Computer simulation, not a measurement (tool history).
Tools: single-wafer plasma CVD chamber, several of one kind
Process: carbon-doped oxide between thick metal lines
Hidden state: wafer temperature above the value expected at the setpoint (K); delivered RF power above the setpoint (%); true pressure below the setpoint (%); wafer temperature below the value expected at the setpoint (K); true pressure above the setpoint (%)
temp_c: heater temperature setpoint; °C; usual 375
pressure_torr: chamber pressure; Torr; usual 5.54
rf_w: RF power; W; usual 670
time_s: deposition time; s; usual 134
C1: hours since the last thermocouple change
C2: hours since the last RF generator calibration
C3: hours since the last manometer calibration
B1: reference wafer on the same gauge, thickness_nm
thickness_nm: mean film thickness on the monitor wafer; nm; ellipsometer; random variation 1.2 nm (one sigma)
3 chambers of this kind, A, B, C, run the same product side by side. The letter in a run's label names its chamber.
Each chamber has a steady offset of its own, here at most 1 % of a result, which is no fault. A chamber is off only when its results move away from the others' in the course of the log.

run 1A hour=6.5 | temp_c=375 pressure_torr=5.54 rf_w=670 time_s=134 | C1=1222.8 C2=93.7 C3=295.3 | B1=777.15 | thickness_nm=768.54
run 2B hour=16.0 | temp_c=375 pressure_torr=5.54 rf_w=670 time_s=134 | C1=591.7 C2=617.4 C3=2668.9 | B1=777.30 | thickness_nm=770.22
run 3C hour=21.5 | temp_c=375 pressure_torr=5.54 rf_w=670 time_s=134 | C1=270.9 C2=247.1 C3=1550.3 | B1=777.26 | thickness_nm=780.01
run 4C hour=28.4 | temp_c=375 pressure_torr=5.54 rf_w=670 time_s=134 | C1=277.8 C2=254.0 C3=1557.2 | B1=777.85 | thickness_nm=781.32
run 5B hour=33.0 | temp_c=375 pressure_torr=5.54 rf_w=670 time_s=134 | C1=608.7 C2=634.4 C3=2685.9 | B1=777.52 | thickness_nm=770.61
run 6A hour=41.6 | temp_c=375 pressure_torr=5.54 rf_w=670 time_s=134 | C1=1257.9 C2=128.8 C3=330.4 | B1=777.55 | thickness_nm=769.00
run 7C hour=49.8 | temp_c=375 pressure_torr=5.54 rf_w=670 time_s=134 | C1=299.2 C2=275.4 C3=1578.6 | B1=777.69 | thickness_nm=779.67
run 8A hour=57.4 | temp_c=375 pressure_torr=5.54 rf_w=670 time_s=134 | C1=1273.7 C2=144.6 C3=346.2 | B1=777.85 | thickness_nm=768.41
run 9B hour=62.8 | temp_c=375 pressure_torr=5.54 rf_w=670 time_s=134 | C1=638.5 C2=664.2 C3=2715.7 | B1=778.10 | thickness_nm=769.87
run 10C hour=67.3 | temp_c=375 pressure_torr=5.54 rf_w=670 time_s=134 | C1=316.7 C2=292.9 C3=1596.1 | B1=777.86 | thickness_nm=778.98
run 11B hour=72.0 | temp_c=375 pressure_torr=5.54 rf_w=670 time_s=134 | C1=647.7 C2=673.4 C3=2724.9 | B1=777.90 | thickness_nm=770.09
run 12A hour=80.7 | temp_c=375 pressure_torr=5.54 rf_w=670 time_s=134 | C1=1297.0 C2=167.9 C3=369.5 | B1=778.26 | thickness_nm=769.64
run 13C hour=89.9 | temp_c=375 pressure_torr=5.54 rf_w=670 time_s=134 | C1=339.3 C2=315.5 C3=1618.7 | B1=778.25 | thickness_nm=781.21
run 14B hour=98.1 | temp_c=387 pressure_torr=5.07 rf_w=670 time_s=134 | C1=673.8 C2=699.5 C3=2751.0 | B1=778.74 | thickness_nm=744.59
run 15A hour=104.2 | temp_c=387 pressure_torr=5.07 rf_w=670 time_s=134 | C1=1320.5 C2=191.4 C3=393.0 | B1=778.57 | thickness_nm=743.09
run 16A hour=112.6 | temp_c=387 pressure_torr=5.07 rf_w=670 time_s=134 | C1=1328.9 C2=199.8 C3=401.4 | B1=778.77 | thickness_nm=743.80
-- hour=117.2 chamber B: capacitance manometer re-zeroed and calibrated
run 17C hour=119.5 | temp_c=381 pressure_torr=4.61 rf_w=670 time_s=134 | C1=368.9 C2=345.1 C3=1648.3 | B1=779.25 | thickness_nm=751.97
run 18B hour=124.6 | temp_c=381 pressure_torr=4.61 rf_w=670 time_s=134 | C1=700.3 C2=726.0 C3=7.5 | B1=779.26 | thickness_nm=741.79
run 19C hour=131.9 | temp_c=381 pressure_torr=4.61 rf_w=670 time_s=134 | C1=381.3 C2=357.5 C3=1660.7 | B1=779.03 | thickness_nm=752.65
run 20B hour=139.7 | temp_c=375 pressure_torr=5.54 rf_w=670 time_s=134 | C1=715.4 C2=741.1 C3=22.6 | B1=779.55 | thickness_nm=770.95
run 21A hour=148.9 | temp_c=375 pressure_torr=5.54 rf_w=670 time_s=134 | C1=1365.2 C2=236.1 C3=437.7 | B1=779.43 | thickness_nm=772.04
run 22B hour=153.1 | temp_c=375 pressure_torr=5.54 rf_w=670 time_s=134 | C1=728.8 C2=754.5 C3=36.0 | B1=779.54 | thickness_nm=771.27
run 23A hour=162.2 | temp_c=375 pressure_torr=5.54 rf_w=670 time_s=134 | C1=1378.5 C2=249.4 C3=451.0 | B1=779.76 | thickness_nm=771.70
run 24C hour=170.2 | temp_c=375 pressure_torr=5.54 rf_w=670 time_s=134 | C1=419.6 C2=395.8 C3=1699.0 | B1=779.66 | thickness_nm=781.50
run 25A hour=179.8 | temp_c=375 pressure_torr=5.54 rf_w=670 time_s=134 | C1=1396.1 C2=267.0 C3=468.6 | B1=779.88 | thickness_nm=771.60
run 26B hour=187.8 | temp_c=375 pressure_torr=5.54 rf_w=670 time_s=134 | C1=763.5 C2=789.2 C3=70.7 | B1=780.05 | thickness_nm=773.00
run 27C hour=197.0 | temp_c=375 pressure_torr=5.54 rf_w=670 time_s=134 | C1=446.4 C2=422.6 C3=1725.8 | B1=780.39 | thickness_nm=782.79
run 28B hour=206.0 | temp_c=375 pressure_torr=5.54 rf_w=670 time_s=134 | C1=781.7 C2=807.4 C3=88.9 | B1=780.25 | thickness_nm=772.21
run 29A hour=214.3 | temp_c=375 pressure_torr=5.54 rf_w=670 time_s=134 | C1=1430.6 C2=301.5 C3=503.1 | B1=780.60 | thickness_nm=771.90
run 30C hour=222.9 | temp_c=375 pressure_torr=5.54 rf_w=670 time_s=134 | C1=472.3 C2=448.5 C3=1751.7 | B1=780.46 | thickness_nm=783.27
run 31C hour=228.8 | temp_c=375 pressure_torr=5.54 rf_w=760 time_s=134 | C1=478.2 C2=454.4 C3=1757.6 | B1=780.45 | thickness_nm=844.47
run 32A hour=234.2 | temp_c=375 pressure_torr=5.54 rf_w=760 time_s=134 | C1=1450.5 C2=321.4 C3=523.0 | B1=780.97 | thickness_nm=829.42
run 33B hour=239.7 | temp_c=375 pressure_torr=5.54 rf_w=760 time_s=134 | C1=815.4 C2=841.1 C3=122.6 | B1=781.26 | thickness_nm=829.41
run 34A hour=247.3 | temp_c=375 pressure_torr=5.54 rf_w=670 time_s=134 | C1=1463.6 C2=334.5 C3=536.1 | B1=780.63 | thickness_nm=772.52
run 35C hour=256.6 | temp_c=375 pressure_torr=5.54 rf_w=670 time_s=134 | C1=506.0 C2=482.2 C3=1785.4 | B1=781.19 | thickness_nm=783.64
run 36B hour=265.7 | temp_c=375 pressure_torr=5.54 rf_w=670 time_s=152 | C1=841.4 C2=867.1 C3=148.6 | B1=781.38 | thickness_nm=874.57
run 37B hour=273.0 | temp_c=375 pressure_torr=5.54 rf_w=670 time_s=152 | C1=848.7 C2=874.4 C3=155.9 | B1=781.37 | thickness_nm=877.08
run 38A hour=281.8 | temp_c=375 pressure_torr=5.54 rf_w=670 time_s=152 | C1=1498.1 C2=369.0 C3=570.6 | B1=781.50 | thickness_nm=875.67
run 39C hour=287.6 | temp_c=375 pressure_torr=5.54 rf_w=670 time_s=134 | C1=537.0 C2=513.2 C3=1816.4 | B1=781.56 | thickness_nm=784.22
run 40A hour=294.3 | temp_c=375 pressure_torr=5.54 rf_w=670 time_s=134 | C1=1510.6 C2=381.5 C3=583.1 | B1=781.75 | thickness_nm=773.70

Is one chamber off against the others, does the gauge drift, or is nothing wrong? If a chamber is off, say which, and what the likeliest cause is.

The gauge drifts, so all chambers seem to drift together. No chamber is off.
Cause: gauge reads high (%) = 0.625.
